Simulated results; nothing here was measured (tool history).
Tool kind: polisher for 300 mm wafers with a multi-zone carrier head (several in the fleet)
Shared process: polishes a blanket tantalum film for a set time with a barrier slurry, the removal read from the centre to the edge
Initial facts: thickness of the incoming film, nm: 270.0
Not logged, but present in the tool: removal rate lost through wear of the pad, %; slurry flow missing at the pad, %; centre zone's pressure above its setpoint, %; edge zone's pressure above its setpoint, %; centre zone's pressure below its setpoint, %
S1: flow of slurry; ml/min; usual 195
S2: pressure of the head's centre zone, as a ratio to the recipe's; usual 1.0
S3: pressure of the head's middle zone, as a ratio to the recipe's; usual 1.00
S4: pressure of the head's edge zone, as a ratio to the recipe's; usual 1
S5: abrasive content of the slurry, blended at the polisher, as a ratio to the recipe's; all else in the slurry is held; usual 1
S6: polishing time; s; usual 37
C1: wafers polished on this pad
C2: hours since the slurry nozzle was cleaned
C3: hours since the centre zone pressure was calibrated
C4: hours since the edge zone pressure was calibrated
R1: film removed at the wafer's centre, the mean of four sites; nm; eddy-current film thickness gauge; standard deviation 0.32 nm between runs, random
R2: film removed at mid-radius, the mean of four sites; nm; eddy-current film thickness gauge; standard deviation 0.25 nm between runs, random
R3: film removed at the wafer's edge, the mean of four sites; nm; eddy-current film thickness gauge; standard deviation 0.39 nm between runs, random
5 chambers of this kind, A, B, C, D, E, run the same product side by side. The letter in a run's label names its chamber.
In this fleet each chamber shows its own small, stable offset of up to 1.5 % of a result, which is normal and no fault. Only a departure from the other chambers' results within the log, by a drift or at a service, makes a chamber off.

-- hour=5.3 chamber A: worn pad replaced by a new one
run 1C hour=7.9 | S1=195 S2=1.0 S3=1.00 S4=1 S5=1 S6=37 | C1=123 C2=350.1 C3=28.7 C4=659.4 | R1=31.248 R2=31.354 R3=31.331
run 2E hour=13.7 | S1=195 S2=1.0 S3=1.00 S4=1 S5=1 S6=37 | C1=368 C2=52.7 C3=277.7 C4=267.6 | R1=31.444 R2=31.307 R3=30.922
-- hour=18.2 chamber D: slurry nozzle cleaned
-- hour=20.7 chamber B: slurry nozzle cleaned
run 3A hour=20.9 | S1=195 S2=1.0 S3=1.00 S4=1 S5=1 S6=37 | C1=156 C2=282.0 C3=853.7 C4=966.5 | R1=30.736 R2=30.722 R3=30.999
run 4B hour=26.5 | S1=195 S2=1.0 S3=1.00 S4=1 S5=1 S6=37 | C1=588 C2=5.9 C3=94.8 C4=1190.2 | R1=31.521 R2=30.732 R3=31.125
-- hour=26.8 chamber D: worn pad replaced by a new one
run 5D hour=33.5 | S1=195 S2=1.0 S3=1.00 S4=1 S5=1 S6=37 | C1=67 C2=15.4 C3=241.2 C4=607.5 | R1=31.558 R2=30.963 R3=31.407
-- hour=39.6 chamber A: slurry nozzle cleaned
run 6C hour=44.8 | S1=195 S2=1.0 S3=1.00 S4=1 S5=1 S6=37 | C1=492 C2=387.0 C3=65.6 C4=696.3 | R1=30.790 R2=30.940 R3=31.409
run 7D hour=55.2 | S1=230 S2=1.0 S3=1.00 S4=1 S5=1 S6=37 | C1=284 C2=37.1 C3=262.9 C4=629.2 | R1=32.185 R2=31.766 R3=31.660
-- hour=58.2 chamber A: worn pad replaced by a new one
-- hour=61.1 chamber C: worn pad replaced by a new one
run 8A hour=61.6 | S1=230 S2=1.0 S3=1.00 S4=1 S5=1 S6=37 | C1=34 C2=22.1 C3=894.4 C4=1007.2 | R1=32.180 R2=31.620 R3=31.874
run 9E hour=68.2 | S1=230 S2=1.0 S3=1.00 S4=1 S5=1 S6=37 | C1=913 C2=107.2 C3=332.2 C4=322.1 | R1=31.823 R2=31.735 R3=31.885
run 10B hour=79.6 | S1=230 S2=1.0 S3=1.00 S4=1 S5=1 S6=37 | C1=1119 C2=59.0 C3=147.9 C4=1243.3 | R1=31.590 R2=31.509 R3=31.467
-- hour=81.8 chamber A: edge zone pressure recalibrated
run 11B hour=86.5 | S1=230 S2=1.0 S3=1.00 S4=1 S5=1 S6=37 | C1=1188 C2=65.9 C3=154.8 C4=1250.2 | R1=32.787 R2=31.484 R3=32.493
run 12A hour=94.2 | S1=195 S2=1.0 S3=1.00 S4=1 S5=1 S6=37 | C1=361 C2=54.7 C3=927.0 C4=12.5 | R1=31.469 R2=31.235 R3=30.682
-- hour=98.9 chamber E: worn pad replaced by a new one
run 13E hour=103.5 | S1=195 S2=0.9 S3=0.91 S4=1 S5=1 S6=37 | C1=46 C2=142.5 C3=367.5 C4=357.4 | R1=27.320 R2=28.303 R3=31.442
run 14C hour=110.3 | S1=195 S2=0.9 S3=0.91 S4=1 S5=1 S6=37 | C1=492 C2=452.5 C3=131.1 C4=761.8 | R1=27.941 R2=28.689 R3=31.297
run 15D hour=120.6 | S1=195 S2=0.9 S3=0.91 S4=1 S5=1 S6=37 | C1=938 C2=102.5 C3=328.3 C4=694.6 | R1=27.557 R2=28.882 R3=31.404
-- hour=126.2 chamber A: worn pad replaced by a new one
run 16D hour=129.9 | S1=195 S2=0.9 S3=0.91 S4=1 S5=1 S6=37 | C1=1031 C2=111.8 C3=337.6 C4=703.9 | R1=27.204 R2=28.907 R3=31.077
run 17C hour=137.3 | S1=195 S2=0.9 S3=0.91 S4=1 S5=1 S6=37 | C1=762 C2=479.5 C3=158.1 C4=788.8 | R1=27.431 R2=28.460 R3=31.210
-- hour=139.6 chamber C: worn pad replaced by a new one
-- hour=141.3 chamber D: worn pad replaced by a new one
-- hour=143.3 chamber B: edge zone pressure recalibrated
run 18E hour=144.1 | S1=195 S2=1.0 S3=1.00 S4=1 S5=1 S6=37 | C1=452 C2=183.1 C3=408.1 C4=398.0 | R1=30.834 R2=31.433 R3=31.729
run 19B hour=153.1 | S1=195 S2=1.0 S3=1.00 S4=1 S5=1 S6=37 | C1=1855 C2=132.5 C3=221.4 C4=9.8 | R1=30.265 R2=29.793 R3=30.011
run 20A hour=163.6 | S1=195 S2=1.0 S3=1.00 S4=1 S5=1 S6=37 | C1=374 C2=124.1 C3=996.4 C4=81.9 | R1=31.444 R2=31.848 R3=31.146
-- hour=174.1 chamber C: slurry nozzle cleaned
run 21C hour=176.2 | S1=195 S2=1.0 S3=1.00 S4=1 S5=1 S6=37 | C1=366 C2=2.2 C3=197.0 C4=827.7 | R1=31.308 R2=31.731 R3=31.164
-- hour=176.9 chamber C: edge zone pressure recalibrated
-- hour=179.5 chamber A: worn pad replaced by a new one
run 22B hour=182.8 | S1=195 S2=1.0 S3=1.00 S4=1 S5=1 S6=37 | C1=2152 C2=162.2 C3=251.1 C4=39.5 | R1=29.899 R2=30.185 R3=29.775
run 23E hour=189.2 | S1=195 S2=1.0 S3=1.00 S4=1 S5=1 S6=37 | C1=904 C2=228.2 C3=453.2 C4=443.1 | R1=31.301 R2=31.398 R3=31.427
run 24D hour=197.4 | S1=195 S2=1.0 S3=1.00 S4=1 S5=1 S6=37 | C1=561 C2=179.3 C3=405.1 C4=771.4 | R1=31.191 R2=31.528 R3=31.286
-- hour=202.7 chamber C: worn pad replaced by a new one
run 25A hour=208.3 | S1=195 S2=1.0 S3=1.00 S4=1 S5=1 S6=37 | C1=288 C2=168.8 C3=1041.1 C4=126.6 | R1=31.308 R2=31.053 R3=31.052
-- hour=213.3 chamber E: worn pad replaced by a new one
run 26E hour=221.0 | S1=195 S2=1.0 S3=1.00 S4=1 S5=1 S6=37 | C1=77 C2=260.0 C3=485.0 C4=474.9 | R1=31.119 R2=31.335 R3=31.532
run 27B hour=228.4 | S1=195 S2=1.0 S3=1.00 S4=1 S5=1 S6=37 | C1=2608 C2=207.8 C3=296.7 C4=85.1 | R1=29.335 R2=29.276 R3=29.537
run 28A hour=236.3 | S1=195 S2=1.0 S3=1.00 S4=1 S5=1 S6=37 | C1=568 C2=196.8 C3=1069.1 C4=154.6 | R1=31.144 R2=31.239 R3=30.773
-- hour=241.2 chamber D: worn pad replaced by a new one
run 29D hour=243.7 | S1=195 S2=1.0 S3=1.00 S4=1 S5=1 S6=37 | C1=25 C2=225.6 C3=451.4 C4=817.7 | R1=30.838 R2=31.306 R3=31.458
run 30C hour=250.4 | S1=195 S2=1.0 S3=1.00 S4=1 S5=1 S6=37 | C1=478 C2=76.4 C3=271.2 C4=73.5 | R1=31.016 R2=31.324 R3=31.149
run 31E hour=256.0 | S1=135 S2=1.0 S3=1.00 S4=1 S5=1 S6=30 | C1=427 C2=295.0 C3=520.0 C4=509.9 | R1=24.067 R2=23.562 R3=23.735
run 32B hour=265.8 | S1=135 S2=1.0 S3=1.00 S4=1 S5=1 S6=30 | C1=2982 C2=245.2 C3=334.1 C4=122.5 | R1=21.336 R2=21.566 R3=22.323
-- hour=271.7 chamber C: worn pad replaced by a new one
run 33C hour=274.7 | S1=135 S2=1.0 S3=1.00 S4=1 S5=1 S6=30 | C1=30 C2=100.7 C3=295.5 C4=97.8 | R1=23.234 R2=23.506 R3=24.959
run 34D hour=281.8 | S1=135 S2=1.0 S3=1.00 S4=1 S5=1 S6=30 | C1=406 C2=263.7 C3=489.5 C4=855.8 | R1=23.443 R2=23.525 R3=24.062

One chamber off, gauge drift, or nothing amiss beyond the chambers' own small offsets? If it is a chamber, which one, and what is the likeliest cause?

Little by little, chamber B moves away from the other chambers.
What lies behind it: removal rate lost through wear of the pad, % = 8.7.
With only this log, it may be confused with: slurry flow missing at the pad, %.

Chamber B could run next with any of the 4 candidate recipes listed below; each alters the usual settings, and their results appear as question marks. Which one brings its results back in line with what the other chambers deliver on the usual settings?
Allowed miss from the other chambers' usual-settings mean, per result, to count as in line: R1 1.100 nm; R2 0.870 nm; R3 1.400 nm
run 35B-1 hour=291.0 | S1=200 S2=1.00 S3=1.01 S4=1 S5=1.00 S6=40 | R1=? R2=? R3=?
run 35B-2 hour=291.0 | S1=190 S2=1.00 S3=0.98 S4=1 S5=0.95 S6=32 | R1=? R2=? R3=?
run 35B-3 hour=291.0 | S1=190 S2=1.00 S3=0.99 S4=1 S5=1.00 S6=34 | R1=? R2=? R3=?
run 35B-4 hour=291.0 | S1=200 S2=0.99 S3=1.02 S4=1 S5=1.05 S6=43 | R1=? R2=? R3=?

Usual-settings mean across the other chambers: R1 31.100 nm; R2 31.189 nm; R3 31.194 nm
run=35B-1 R1=30.895 R2=31.053 R3=30.805
run=35B-2 R1=24.135 R2=23.627 R3=24.151
run=35B-3 R1=26.031 R2=25.718 R3=26.042
run=35B-4 R1=33.306 R2=34.150 R3=33.568
35B-1 brings the chamber back in line.
